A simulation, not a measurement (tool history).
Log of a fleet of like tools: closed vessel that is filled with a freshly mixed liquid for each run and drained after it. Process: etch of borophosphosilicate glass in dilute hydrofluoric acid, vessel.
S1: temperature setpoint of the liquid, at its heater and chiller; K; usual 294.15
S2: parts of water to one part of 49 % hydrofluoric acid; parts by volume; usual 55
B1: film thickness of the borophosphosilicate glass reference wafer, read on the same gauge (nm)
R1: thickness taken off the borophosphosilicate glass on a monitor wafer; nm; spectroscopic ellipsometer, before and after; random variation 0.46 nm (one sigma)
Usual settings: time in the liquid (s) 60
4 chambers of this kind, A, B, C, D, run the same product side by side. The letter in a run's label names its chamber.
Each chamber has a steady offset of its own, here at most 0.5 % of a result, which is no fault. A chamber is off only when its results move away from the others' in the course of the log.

Run 1B, hour 7.8: usual settings; B1 130. Result: R1 77.758 nm.
At hour 12.2: chamber C: thermometer replaced.
Run 2A, hour 17.4: usual settings; B1 129.99. Result: R1 77.75 nm.
Run 3D, hour 23.8: usual settings; B1 129.97. Result: R1 78.531 nm.
Run 4C, hour 29.3: usual settings; B1 130. Result: R1 76.527 nm.
Run 5A, hour 38: usual settings; B1 130.01. Result: R1 78.301 nm.
Run 6C, hour 46.7: usual settings; B1 129.99. Result: R1 77.377 nm.
Run 7D, hour 51.8: usual settings but S2 80 parts by volume, time in the liquid (s) 35; B1 129.99. Result: R1 30.22 nm.
Run 8B, hour 61.6: usual settings but S2 80 parts by volume, time in the liquid (s) 35; B1 129.99. Result: R1 30.148 nm.
Run 9A, hour 70.1: usual settings but S2 80 parts by volume, time in the liquid (s) 35; B1 130.02. Result: R1 30.6 nm.
At hour 72.9: chamber A: thermometer replaced.
At hour 75.4: chamber C: hydrofluoric acid flow meter replaced.
Run 10B, hour 79.8: usual settings but S2 80 parts by volume, time in the liquid (s) 35; B1 130.01. Result: R1 30.138 nm.
Run 11D, hour 85.5: usual settings; B1 129.99. Result: R1 77.712 nm.
Run 12C, hour 91.2: usual settings; B1 130.01. Result: R1 76.865 nm.
Run 13B, hour 97.8: usual settings but S1 295.65 K, time in the liquid (s) 90; B1 130. Result: R1 123.88 nm.
Run 14D, hour 104.3: usual settings but S1 295.65 K, time in the liquid (s) 90; B1 129.99. Result: R1 124.18 nm.
Run 15C, hour 112.7: usual settings but S1 295.65 K, time in the liquid (s) 90; B1 129.99. Result: R1 122.5 nm.
Run 16A, hour 117: usual settings but S1 295.65 K, time in the liquid (s) 90; B1 129.99. Result: R1 125.46 nm.
Run 17A, hour 121.8: usual settings but S2 75 parts by volume; B1 129.99. Result: R1 55.753 nm.
Run 18D, hour 131.6: usual settings but S2 75 parts by volume; B1 129.99. Result: R1 55.383 nm.
Run 19B, hour 139.3: usual settings but S2 75 parts by volume; B1 130.01. Result: R1 55.921 nm.
Run 20C, hour 148.8: usual settings but S2 75 parts by volume; B1 130. Result: R1 55.227 nm.
Run 21D, hour 153.6: usual settings but S1 297.65 K, S2 80 parts by volume; B1 129.98. Result: R1 59.605 nm.
Run 22B, hour 160.1: usual settings but S1 297.65 K, S2 80 parts by volume; B1 129.97. Result: R1 60.152 nm.
Run 23C, hour 168.1: usual settings but S1 297.65 K, S2 80 parts by volume; B1 130. Result: R1 59.356 nm.
At hour 172: chamber B: hydrofluoric acid flow meter replaced.
Run 24A, hour 175.9: usual settings but S1 297.65 K, S2 80 parts by volume; B1 129.97. Result: R1 60.209 nm.
Run 25D, hour 181.1: usual settings; B1 129.99. Result: R1 78.226 nm.
Run 26C, hour 187.8: usual settings; B1 130. Result: R1 77.676 nm.
Run 27B, hour 193.3: usual settings but S1 298.65 K, S2 75 parts by volume; B1 129.99. Result: R1 68.041 nm.
Run 28A, hour 200: usual settings but S1 298.65 K, S2 75 parts by volume; B1 130.02. Result: R1 67.626 nm.
Run 29A, hour 204.7: usual settings but S1 298.65 K, S2 75 parts by volume; B1 130. Result: R1 66.332 nm.

All 4 chambers run these settings next. Forecast each chamber's results:
Run 30A, hour 211.7: usual settings but S2 35 parts by volume. Result: R1 ?.
Run 30B, hour 211.7: usual settings but S2 35 parts by volume. Result: R1 ?.
Run 30C, hour 211.7: usual settings but S2 35 parts by volume. Result: R1 ?.
Run 30D, hour 211.7: usual settings but S2 35 parts by volume. Result: R1 ?.

run      R1
30A  124.18
30B   125.8
30C  126.13
30D  126.49
